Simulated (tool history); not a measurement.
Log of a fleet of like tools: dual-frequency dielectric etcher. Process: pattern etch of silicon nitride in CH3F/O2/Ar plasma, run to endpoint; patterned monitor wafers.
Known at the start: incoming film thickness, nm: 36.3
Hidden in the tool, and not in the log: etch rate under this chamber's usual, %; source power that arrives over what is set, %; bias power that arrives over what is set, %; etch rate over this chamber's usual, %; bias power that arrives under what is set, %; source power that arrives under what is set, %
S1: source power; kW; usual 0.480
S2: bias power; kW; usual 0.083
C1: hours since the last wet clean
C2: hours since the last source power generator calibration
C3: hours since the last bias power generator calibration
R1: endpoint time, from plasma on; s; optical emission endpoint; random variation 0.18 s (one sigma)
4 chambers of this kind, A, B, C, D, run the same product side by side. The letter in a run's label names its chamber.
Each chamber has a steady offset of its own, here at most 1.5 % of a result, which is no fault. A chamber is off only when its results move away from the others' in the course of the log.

run     day     S1     S2     C1      C2      C3      R1
 1D   0.642  0.480  0.083   96.5   110.2    84.5  46.645
 2B   1.283  0.480  0.083  528.3    80.4  1713.8  46.614
 3C   1.896  0.480  0.083   87.7  2791.2   819.7  47.031
      2.392  -- chamber B: wet clean of the chamber
 4A   2.517  0.480  0.083  234.7   492.8  3221.7  46.518
 5C   2.812  0.480  0.083  109.7  2813.2   841.7  47.270
 6D   3.117  0.480  0.083  155.9   169.6   143.9  46.474
 7B   3.679  0.480  0.083   31.0   137.9  1771.3  46.751
 8A   4.329  0.480  0.077  278.2   536.3  3265.2  47.773
 9A   4.992  0.480  0.077  294.1   552.2  3281.1  47.707
10C   5.554  0.480  0.077  175.5  2879.0   907.5  48.645
11B   6.017  0.480  0.077   87.1   194.0  1827.4  47.974
12D   6.488  0.480  0.083  236.8   250.5   224.8  46.330
13D   7.162  0.370  0.083  253.0   266.7   241.0  51.579
14C   7.533  0.370  0.083  223.0  2926.5   955.0  51.813
15A   8.171  0.370  0.083  370.4   628.5  3357.4  51.554
16B   8.783  0.370  0.083  153.5   260.4  1893.8  51.608
17C   9.354  0.480  0.083  266.7  2970.2   998.7  46.854
18D   9.892  0.480  0.083  318.5   332.2   306.5  46.513
19B  10.204  0.480  0.083  187.6   294.5  1927.9  46.741
20A  10.796  0.480  0.083  433.4   691.5  3420.4  46.982
21B  11.146  0.480  0.083  210.2   317.1  1950.5  46.606
22A  11.517  0.480  0.083  450.7   708.8  3437.7  46.809
23D  11.829  0.480  0.083  365.0   378.7   353.0  46.718
24C  12.325  0.480  0.083  338.0  3041.5  1070.0  47.057
25D  12.796  0.480  0.083  388.2   401.9   376.2  46.779
26A  13.312  0.480  0.083  493.8   751.9  3480.8  47.588
27B  13.904  0.480  0.083  276.4   383.3  2016.7  46.816
28C  14.442  0.480  0.083  388.8  3092.3  1120.8  47.605
29A  14.829  0.480  0.083  530.2   788.3  3517.2  47.669
30C  15.304  0.480  0.083  409.5  3113.0  1141.5  47.199
31D  15.617  0.480  0.083  455.9   469.6   443.9  46.853
32B  16.250  0.600  0.096  332.7   439.6  2073.0  40.657
33D  16.883  0.600  0.096  486.3   500.0   474.3  40.693
     17.042  -- chamber B: bias power generator calibrated
34B  17.512  0.600  0.096  363.0   469.9    11.4  40.758
35A  17.821  0.600  0.096  602.0   860.1  3589.0  42.207
36C  18.179  0.480  0.083  478.5  3182.0  1210.5  46.998

Next, every chamber runs the same settings. What will each give?
37A  18.671  0.480  0.083               ?
37B  18.671  0.480  0.083               ?
37C  18.671  0.480  0.083               ?
37D  18.671  0.480  0.083               ?

run      R1
37A  47.710
37B  46.676
37C  47.191
37D  46.591
